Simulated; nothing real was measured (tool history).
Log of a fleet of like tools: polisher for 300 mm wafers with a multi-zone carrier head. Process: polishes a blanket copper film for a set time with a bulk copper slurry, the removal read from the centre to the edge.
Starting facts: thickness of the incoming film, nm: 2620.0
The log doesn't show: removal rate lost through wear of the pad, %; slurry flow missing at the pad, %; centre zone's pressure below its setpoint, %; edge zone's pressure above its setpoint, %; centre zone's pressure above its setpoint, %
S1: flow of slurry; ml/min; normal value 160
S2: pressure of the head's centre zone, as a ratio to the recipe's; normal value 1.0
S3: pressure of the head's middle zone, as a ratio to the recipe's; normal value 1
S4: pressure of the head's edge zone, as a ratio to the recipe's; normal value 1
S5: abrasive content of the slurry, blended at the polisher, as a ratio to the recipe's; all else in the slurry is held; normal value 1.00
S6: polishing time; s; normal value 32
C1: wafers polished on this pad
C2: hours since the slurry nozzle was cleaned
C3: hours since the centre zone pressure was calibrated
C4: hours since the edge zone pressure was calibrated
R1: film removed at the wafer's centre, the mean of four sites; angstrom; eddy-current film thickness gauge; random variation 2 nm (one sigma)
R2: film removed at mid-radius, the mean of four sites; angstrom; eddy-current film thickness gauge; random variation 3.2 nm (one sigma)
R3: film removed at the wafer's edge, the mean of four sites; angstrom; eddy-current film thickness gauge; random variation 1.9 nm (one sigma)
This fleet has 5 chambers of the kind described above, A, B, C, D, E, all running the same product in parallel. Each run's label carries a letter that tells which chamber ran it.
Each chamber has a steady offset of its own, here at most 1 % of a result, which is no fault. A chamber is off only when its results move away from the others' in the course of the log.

run    day   S1   S2  S3  S4    S5  S6   C1     C2      C3     C4      R1      R2      R3
 1B  0.308  160  1.0   1   1  1.00  32  281  424.7   963.9  559.9  2314.1  2353.5  2347.4
 2D  0.621  160  1.0   1   1  1.00  32  195  443.5   903.3   16.5  2379.1  2351.8  2394.2
 3C  0.858  160  1.0   1   1  1.00  32  210   85.4   256.0  359.7  2376.6  2388.9  2392.6
 4A  1.038  160  1.0   1   1  1.00  32  771  130.4   607.1  272.5  2401.8  2447.2  2388.8
 5E  1.179  160  1.0   1   1  1.00  32  234   46.0   146.0  470.8  2352.8  2376.6  2352.1
 6A  1.346  160  1.0   1   1  1.00  32  827  137.8   614.5  279.9  2377.7  2372.5  2362.4
 7C  1.529  160  1.0   1   1  1.00  32  331  101.5   272.1  375.8  2361.9  2446.0  2369.9
     1.679  -- chamber B: worn pad replaced by a new one
 8E  1.738  160  1.0   1   1  1.00  32  335   59.4   159.4  484.2  2376.5  2353.2  2327.4
 9B  2.046  160  1.0   1   1  1.00  32   66  466.4  1005.6  601.6  2362.4  2405.5  2363.3
     2.258  -- chamber B: slurry nozzle cleaned
10D  2.288  160  1.1   1   1  1.00  32  496  483.5   943.3   56.5  2641.7  2422.6  2385.4
11B  2.538  160  1.1   1   1  1.00  32  155    6.8  1017.4  613.4  2598.3  2344.0  2363.2
     2.592  -- chamber A: worn pad replaced by a new one
12C  2.729  160  1.1   1   1  1.00  32  548  130.3   300.9  404.6  2609.9  2414.8  2377.2
     2.754  -- chamber D: worn pad replaced by a new one
     2.892  -- chamber E: worn pad replaced by a new one
13A  3.025  160  1.1   1   1  1.00  32   79  178.1   654.8  320.2  2669.3  2392.4  2335.3
14E  3.196  160  1.1   1   1  1.00  32   55   94.4   194.4  519.2  2588.1  2364.3  2347.0
     3.288  -- chamber C: worn pad replaced by a new one
15D  3.475  160  1.0   1   1  1.00  32  130  512.0   971.8   85.0  2372.6  2321.4  2395.1
16E  3.767  160  1.0   1   1  1.00  32  158  108.1   208.1  532.9  2375.3  2360.1  2372.4
17A  4.067  160  1.0   1   1  1.00  32  267  203.1   679.8  345.2  2363.0  2371.4  2390.8
18B  4.292  160  1.0   1   1  1.00  32  472   48.9  1059.5  655.5  2349.2  2354.9  2342.7
     4.488  -- chamber B: worn pad replaced by a new one
19C  4.592  160  1.0   1   1  1.00  32  235  175.0   345.6  449.3  2334.8  2443.0  2405.6
     4.658  -- chamber B: centre zone pressure recalibrated
20D  4.800  160  1.0   1   1  1.00  32  369  543.8  1003.6  116.8  2361.0  2442.0  2382.5
21E  5.033  160  1.0   1   1  1.00  32  387  138.5   238.5  563.3  2353.1  2422.0  2363.6
22C  5.188  160  1.0   1   1  1.00  32  343  189.3   359.9  463.6  2338.3  2360.2  2369.2
23D  5.496  160  1.0   1   1  0.75  35  495  560.5  1020.3  133.5  2409.0  2438.7  2442.8
24B  5.633  160  1.0   1   1  0.75  35  207   81.1    23.4  687.7  2441.0  2405.8  2433.8
     5.804  -- chamber D: worn pad replaced by a new one
25A  5.904  160  1.0   1   1  0.75  35  598  247.2   723.9  389.3  2401.8  2476.3  2495.8
26B  6.042  160  1.0   1   1  0.75  35  281   90.9    33.2  697.5  2426.0  2391.1  2408.1
27E  6.346  160  1.0   1   1  0.75  35  624  170.0   270.0  594.8  2440.2  2428.5  2451.1
     6.533  -- chamber C: worn pad replaced by a new one
28D  6.558  160  1.0   1   1  1.00  32  136  586.0  1045.8  159.0  2386.1  2337.7  2385.0
     6.671  -- chamber E: worn pad replaced by a new one
29C  6.854  160  1.0   1   1  1.00  32   58  229.3   399.9  503.6  2405.0  2414.2  2393.9
30A  7.133  160  1.0   1   1  1.00  32  820  276.7   753.4  418.8  2294.5  2370.2  2369.5
     7.375  -- chamber E: centre zone pressure recalibrated
31E  7.450  160  1.0   1   1  1.00  32  140  196.5     1.8  621.3  2356.5  2409.8  2368.2
32C  7.608  160  1.0   1   1  1.00  37  194  247.4   418.0  521.7  2740.0  2751.9  2723.8
33A  7.917  160  1.0   1   1  1.00  37  962  295.5   772.2  437.6  2600.4  2701.7  2746.3

Next, all 5 chambers run the settings below, one line each with question marks for the results. What does each chamber give?
34A  8.142  160  0.9   1   1  1.00  32                   ?   ?   ?
34B  8.142  160  0.9   1   1  1.00  32                   ?   ?   ?
34C  8.142  160  0.9   1   1  1.00  32                   ?   ?   ?
34D  8.142  160  0.9   1   1  1.00  32                   ?   ?   ?
34E  8.142  160  0.9   1   1  1.00  32                   ?   ?   ?

run      R1      R2      R3
34A  2018.8  2438.2  2385.7
34B  2071.1  2327.1  2397.0
34C  2133.0  2399.6  2413.1
34D  2090.3  2349.5  2402.5
34E  2099.8  2316.5  2396.4
